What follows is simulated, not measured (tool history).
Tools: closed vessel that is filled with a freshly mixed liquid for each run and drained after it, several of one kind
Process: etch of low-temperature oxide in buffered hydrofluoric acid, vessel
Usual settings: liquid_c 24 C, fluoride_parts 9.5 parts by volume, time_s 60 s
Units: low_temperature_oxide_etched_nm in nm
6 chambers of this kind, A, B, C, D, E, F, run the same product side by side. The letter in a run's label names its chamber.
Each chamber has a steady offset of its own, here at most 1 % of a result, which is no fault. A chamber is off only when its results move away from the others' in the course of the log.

| run | hour | liquid_c | fluoride_parts | time_s | read-back film thickness of the low-temperature oxide reference wafer, read on the same gauge (nm) | low_temperature_oxide_etched_nm |
|---|---|---|---|---|---|---|
| 1F | 4.6 | 24 | 9.5 | 60 | 60.046 | 252.01 |
| 2E | 8.9 | 24 | 9.5 | 60 | 60.04 | 249.43 |
| 3A | 13.5 | 24 | 9.5 | 60 | 59.993 | 251.26 |
| 4D | 20 | 24 | 9.5 | 60 | 59.988 | 253.67 |
| 5C | 23.5 | 24 | 9.5 | 60 | 59.981 | 249.05 |
| 6B | 27.2 | 22.5 | 12 | 60 | 59.98 | 187.44 |
| 7E | 32.6 | 22.5 | 12 | 60 | 60.037 | 186.04 |
| 8A | 36.7 | 22.5 | 12 | 60 | 59.978 | 187.31 |
| 9C | 40.8 | 22.5 | 12 | 60 | 60.031 | 185.97 |
| 10B | 45.1 | 22.5 | 12 | 60 | 60.003 | 187.29 |
| 11F | 48.4 | 22.5 | 12 | 60 | 59.989 | 186.75 |
| 12D | 54.6 | 21.5 | 10.5 | 60 | 60.008 | 204.36 |
| 13F | 59.8 | 21.5 | 10.5 | 60 | 60.055 | 202.17 |
| 14B | 63.4 | 21.5 | 10.5 | 60 | 60.001 | 202.08 |
| 15C | 66.9 | 21.5 | 10.5 | 60 | 59.981 | 201.32 |
| 16E | 70.6 | 21.5 | 10.5 | 60 | 60.009 | 201.76 |
| 17A | 76.6 | 21.5 | 10.5 | 60 | 59.98 | 201.01 |
| 18D | 81.1 | 24 | 9.5 | 60 | 60.036 | 253.47 |
| 19E | 88 | 24 | 9.5 | 60 | 59.955 | 248.65 |
| 20D | 93.5 | 24 | 9.5 | 60 | 60.013 | 252.17 |
| 21B | 98.9 | 24 | 9.5 | 60 | 59.986 | 251.52 |
| 22F | 105.3 | 24 | 9.5 | 60 | 60.044 | 251.5 |
| 23C | 108.6 | 24 | 9.5 | 60 | 60.058 | 250.3 |
| 24A | 112.4 | 24 | 9.5 | 60 | 59.984 | 250.68 |
| 25A | 118.7 | 24 | 9.5 | 60 | 59.997 | 249.3 |
| 26D | 123.7 | 24 | 9.5 | 60 | 60.004 | 253.54 |
| 27F | 128.9 | 24 | 9.5 | 60 | 59.976 | 249.79 |
| 28C | 134 | 24 | 9.5 | 60 | 59.992 | 249.12 |
| 29E | 137.6 | 24 | 9.5 | 60 | 60.007 | 249.87 |
|  | 140.9 | chamber F: thermometer replaced |
| 30B | 143.4 | 24 | 9.5 | 60 | 60.016 | 249.6 |
| 31B | 148.3 | 24 | 9.5 | 60 | 60.015 | 250.96 |
| 32F | 151.3 | 24 | 9.5 | 60 | 60.015 | 251.32 |
| 33E | 154.8 | 24 | 9.5 | 60 | 59.986 | 249.81 |
| 34A | 160.9 | 24 | 9.5 | 60 | 60.023 | 249.91 |
| 35D | 167.8 | 24 | 9.5 | 60 | 59.979 | 251.47 |
| 36C | 172.2 | 24 | 9.5 | 60 | 59.966 | 249.91 |
|  | 174.7 | chamber B: thermometer replaced |
| 37E | 175.4 | 24 | 9.5 | 60 | 59.994 | 249.06 |
| 38D | 181.4 | 24 | 9.5 | 60 | 59.979 | 252.95 |
| 39C | 188.1 | 24 | 9.5 | 60 | 60.021 | 250.86 |
| 40F | 192.1 | 24 | 6 | 35 | 60.017 | 228.36 |
| 41B | 196.1 | 24 | 6 | 35 | 59.96 | 224.88 |

Is one chamber off against the others, does the gauge drift, or is nothing wrong? If a chamber is off, say which, and what the likeliest cause is.

No chamber stands off beyond its own small offset, and the gauge holds steady.
